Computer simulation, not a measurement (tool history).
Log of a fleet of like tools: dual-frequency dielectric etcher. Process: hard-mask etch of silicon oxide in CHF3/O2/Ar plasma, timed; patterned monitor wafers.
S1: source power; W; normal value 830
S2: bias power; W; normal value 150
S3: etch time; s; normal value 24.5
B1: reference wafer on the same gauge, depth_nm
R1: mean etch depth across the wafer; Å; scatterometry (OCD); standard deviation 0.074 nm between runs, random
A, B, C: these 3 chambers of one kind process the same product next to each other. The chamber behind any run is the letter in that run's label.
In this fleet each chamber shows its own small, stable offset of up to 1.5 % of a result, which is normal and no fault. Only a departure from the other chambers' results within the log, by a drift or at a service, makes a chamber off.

| run | day | S1 | S2 | S3 | B1 | R1 |
|---|---|---|---|---|---|---|
| 1C | 0.233 | 830 | 150 | 24.5 | 58.015 | 515.69 |
| 2B | 0.562 | 830 | 150 | 24.5 | 58.03 | 519.6 |
| 3A | 0.738 | 830 | 150 | 24.5 | 58.048 | 510.23 |
| 4B | 0.938 | 830 | 150 | 24.5 | 58.061 | 519.7 |
| 5C | 1.096 | 830 | 174 | 24.5 | 58.058 | 543.17 |
| 6A | 1.388 | 830 | 174 | 24.5 | 58.089 | 537.9 |
| 7A | 1.596 | 830 | 174 | 24.5 | 58.098 | 536.9 |
| 8B | 1.808 | 830 | 150 | 24.5 | 58.093 | 519.99 |
|  | 2.067 | chamber A: wet clean of the chamber |
| 9C | 2.071 | 830 | 150 | 24.5 | 58.13 | 518.75 |
| 10C | 2.304 | 900 | 150 | 24.5 | 58.117 | 534.17 |
| 11A | 2.554 | 900 | 150 | 24.5 | 58.159 | 527.97 |
| 12B | 2.725 | 900 | 150 | 24.5 | 58.163 | 537.11 |
| 13A | 2.875 | 830 | 150 | 24.5 | 58.151 | 511.85 |
| 14C | 3.154 | 830 | 150 | 24.5 | 58.198 | 518.39 |
| 15B | 3.308 | 830 | 150 | 24.5 | 58.179 | 520.37 |
| 16B | 3.567 | 830 | 150 | 24.5 | 58.211 | 521.73 |
| 17C | 3.833 | 720 | 150 | 24.5 | 58.242 | 491.37 |
| 18A | 4.079 | 720 | 150 | 24.5 | 58.243 | 484.45 |
| 19B | 4.283 | 720 | 150 | 24.5 | 58.226 | 493.08 |
| 20A | 4.542 | 830 | 150 | 24.5 | 58.26 | 510.93 |
| 21C | 4.842 | 830 | 150 | 24.5 | 58.304 | 519.51 |
| 22A | 5.138 | 830 | 150 | 24.5 | 58.297 | 513.65 |
| 23B | 5.383 | 830 | 150 | 24.5 | 58.323 | 522.63 |
| 24C | 5.542 | 830 | 150 | 24.5 | 58.319 | 519.41 |
| 25A | 5.817 | 830 | 150 | 24.5 | 58.333 | 513.23 |

Next, every chamber runs the same settings. What will each give?
| 26A | 6.062 | 830 | 179 | 24.5 |  | ? |
| 26B | 6.062 | 830 | 179 | 24.5 |  | ? |
| 26C | 6.062 | 830 | 179 | 24.5 |  | ? |

| run | R1 |
|---|---|
| 26A | 543.94 |
| 26B | 553.09 |
| 26C | 550.38 |

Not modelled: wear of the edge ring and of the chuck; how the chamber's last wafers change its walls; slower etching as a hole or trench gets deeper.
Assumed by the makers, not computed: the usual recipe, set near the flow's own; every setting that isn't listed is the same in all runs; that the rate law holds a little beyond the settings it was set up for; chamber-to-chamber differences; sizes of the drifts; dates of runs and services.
